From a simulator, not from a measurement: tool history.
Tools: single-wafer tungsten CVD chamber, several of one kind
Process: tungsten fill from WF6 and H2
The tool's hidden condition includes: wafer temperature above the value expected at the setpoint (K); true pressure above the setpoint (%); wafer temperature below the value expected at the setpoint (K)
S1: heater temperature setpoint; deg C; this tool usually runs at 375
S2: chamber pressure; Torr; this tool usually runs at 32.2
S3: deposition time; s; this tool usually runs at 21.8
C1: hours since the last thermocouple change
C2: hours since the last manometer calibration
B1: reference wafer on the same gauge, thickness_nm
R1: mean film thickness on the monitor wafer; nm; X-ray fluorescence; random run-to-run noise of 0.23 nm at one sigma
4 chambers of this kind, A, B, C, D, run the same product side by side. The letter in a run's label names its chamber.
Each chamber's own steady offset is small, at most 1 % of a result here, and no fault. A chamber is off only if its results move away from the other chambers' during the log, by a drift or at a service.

{"run": "1A", "day": 0.262, "S1": 375, "S2": 32.2, "S3": 21.8, "C1": 918.0, "C2": 742.0, "B1": 33.035, "R1": 40.328}
{"run": "2C", "day": 0.671, "S1": 375, "S2": 32.2, "S3": 21.8, "C1": 1091.3, "C2": 1385.4, "B1": 32.998, "R1": 40.31}
{"run": "3B", "day": 1.021, "S1": 375, "S2": 32.2, "S3": 21.8, "C1": 2059.8, "C2": 1235.0, "B1": 32.948, "R1": 39.741}
{"run": "4D", "day": 1.408, "S1": 375, "S2": 32.2, "S3": 21.8, "C1": 709.7, "C2": 2911.1, "B1": 32.966, "R1": 40.61}
{"run": "5D", "day": 1.688, "S1": 375, "S2": 32.2, "S3": 21.8, "C1": 716.4, "C2": 2917.8, "B1": 33.013, "R1": 40.833}
{"run": "6B", "day": 2.025, "S1": 375, "S2": 32.2, "S3": 21.8, "C1": 2083.9, "C2": 1259.1, "B1": 32.984, "R1": 39.769}
{"run": "7A", "day": 2.4, "S1": 386, "S2": 26.4, "S3": 21.8, "C1": 969.3, "C2": 793.3, "B1": 32.998, "R1": 45.654}
{"run": "8C", "day": 2.838, "S1": 386, "S2": 26.4, "S3": 21.8, "C1": 1143.3, "C2": 1437.4, "B1": 33.017, "R1": 45.469}
{"run": "9B", "day": 3.217, "S1": 386, "S2": 26.4, "S3": 21.8, "C1": 2112.5, "C2": 1287.7, "B1": 33.011, "R1": 45.431}
{"run": "10A", "day": 3.617, "S1": 386, "S2": 26.4, "S3": 21.8, "C1": 998.5, "C2": 822.5, "B1": 33.0, "R1": 45.543}
{"run": "11D", "day": 4.033, "S1": 370, "S2": 25.5, "S3": 21.8, "C1": 772.7, "C2": 2974.1, "B1": 32.998, "R1": 32.345}
{"run": "12C", "day": 4.296, "S1": 370, "S2": 25.5, "S3": 21.8, "C1": 1178.3, "C2": 1472.4, "B1": 32.991, "R1": 32.257}
{"run": "13C", "day": 4.767, "S1": 370, "S2": 25.5, "S3": 21.8, "C1": 1189.6, "C2": 1483.7, "B1": 32.962, "R1": 32.164}
{"run": "14B", "day": 5.012, "S1": 370, "S2": 25.5, "S3": 21.8, "C1": 2155.6, "C2": 1330.8, "B1": 33.032, "R1": 32.314}
{"run": "15D", "day": 5.462, "S1": 375, "S2": 32.2, "S3": 21.8, "C1": 807.0, "C2": 3008.4, "B1": 32.951, "R1": 39.883}
{"run": "16A", "day": 5.725, "S1": 375, "S2": 32.2, "S3": 21.8, "C1": 1049.1, "C2": 873.1, "B1": 33.038, "R1": 40.311}
{"run": "17D", "day": 6.054, "S1": 375, "S2": 32.2, "S3": 24.7, "C1": 821.2, "C2": 3022.6, "B1": 32.951, "R1": 45.662}
{"day": 6.158, "done": "chamber D: capacitance manometer re-zeroed and calibrated"}
{"run": "18B", "day": 6.362, "S1": 375, "S2": 32.2, "S3": 24.7, "C1": 2188.0, "C2": 1363.2, "B1": 33.002, "R1": 45.131}
{"day": 6.721, "done": "chamber C: capacitance manometer re-zeroed and calibrated"}
{"run": "19C", "day": 6.758, "S1": 375, "S2": 32.2, "S3": 24.7, "C1": 1237.4, "C2": 1.0, "B1": 32.979, "R1": 45.481}
{"run": "20A", "day": 7.142, "S1": 375, "S2": 32.2, "S3": 24.7, "C1": 1083.1, "C2": 907.1, "B1": 33.027, "R1": 45.586}
{"run": "21B", "day": 7.704, "S1": 375, "S2": 32.2, "S3": 21.8, "C1": 2220.2, "C2": 1395.4, "B1": 33.006, "R1": 39.891}
{"run": "22C", "day": 8.058, "S1": 375, "S2": 32.2, "S3": 21.8, "C1": 1268.6, "C2": 32.2, "B1": 32.996, "R1": 39.953}
{"run": "23D", "day": 8.4, "S1": 375, "S2": 32.2, "S3": 21.8, "C1": 877.5, "C2": 53.9, "B1": 32.999, "R1": 40.37}
{"run": "24A", "day": 8.904, "S1": 375, "S2": 32.2, "S3": 21.8, "C1": 1125.4, "C2": 949.4, "B1": 32.986, "R1": 39.975}
{"run": "25D", "day": 9.225, "S1": 382, "S2": 32.2, "S3": 21.8, "C1": 897.3, "C2": 73.7, "B1": 32.973, "R1": 46.913}
{"run": "26B", "day": 9.592, "S1": 382, "S2": 32.2, "S3": 21.8, "C1": 2265.5, "C2": 1440.7, "B1": 32.95, "R1": 45.254}
{"run": "27A", "day": 9.879, "S1": 382, "S2": 32.2, "S3": 21.8, "C1": 1148.8, "C2": 972.8, "B1": 33.029, "R1": 45.723}
{"day": 10.346, "done": "chamber B: thermocouple changed; heater temperature recalibrated"}
{"run": "28C", "day": 10.417, "S1": 382, "S2": 32.2, "S3": 21.8, "C1": 1325.2, "C2": 88.8, "B1": 32.978, "R1": 46.776}
{"run": "29C", "day": 10.675, "S1": 375, "S2": 39.2, "S3": 24.4, "C1": 1331.4, "C2": 95.0, "B1": 33.03, "R1": 48.77}
{"run": "30B", "day": 11.117, "S1": 375, "S2": 39.2, "S3": 24.4, "C1": 18.6, "C2": 1477.3, "B1": 33.03, "R1": 49.304}

Next, every chamber runs the same settings. What will each give?
{"run": "31A", "day": 11.521, "S1": 375, "S2": 27.5, "S3": 21.8, "R1": "?"}
{"run": "31B", "day": 11.521, "S1": 375, "S2": 27.5, "S3": 21.8, "R1": "?"}
{"run": "31C", "day": 11.521, "S1": 375, "S2": 27.5, "S3": 21.8, "R1": "?"}
{"run": "31D", "day": 11.521, "S1": 375, "S2": 27.5, "S3": 21.8, "R1": "?"}

run=31A R1=37.138
run=31B R1=37.038
run=31C R1=37.448
run=31D R1=37.339
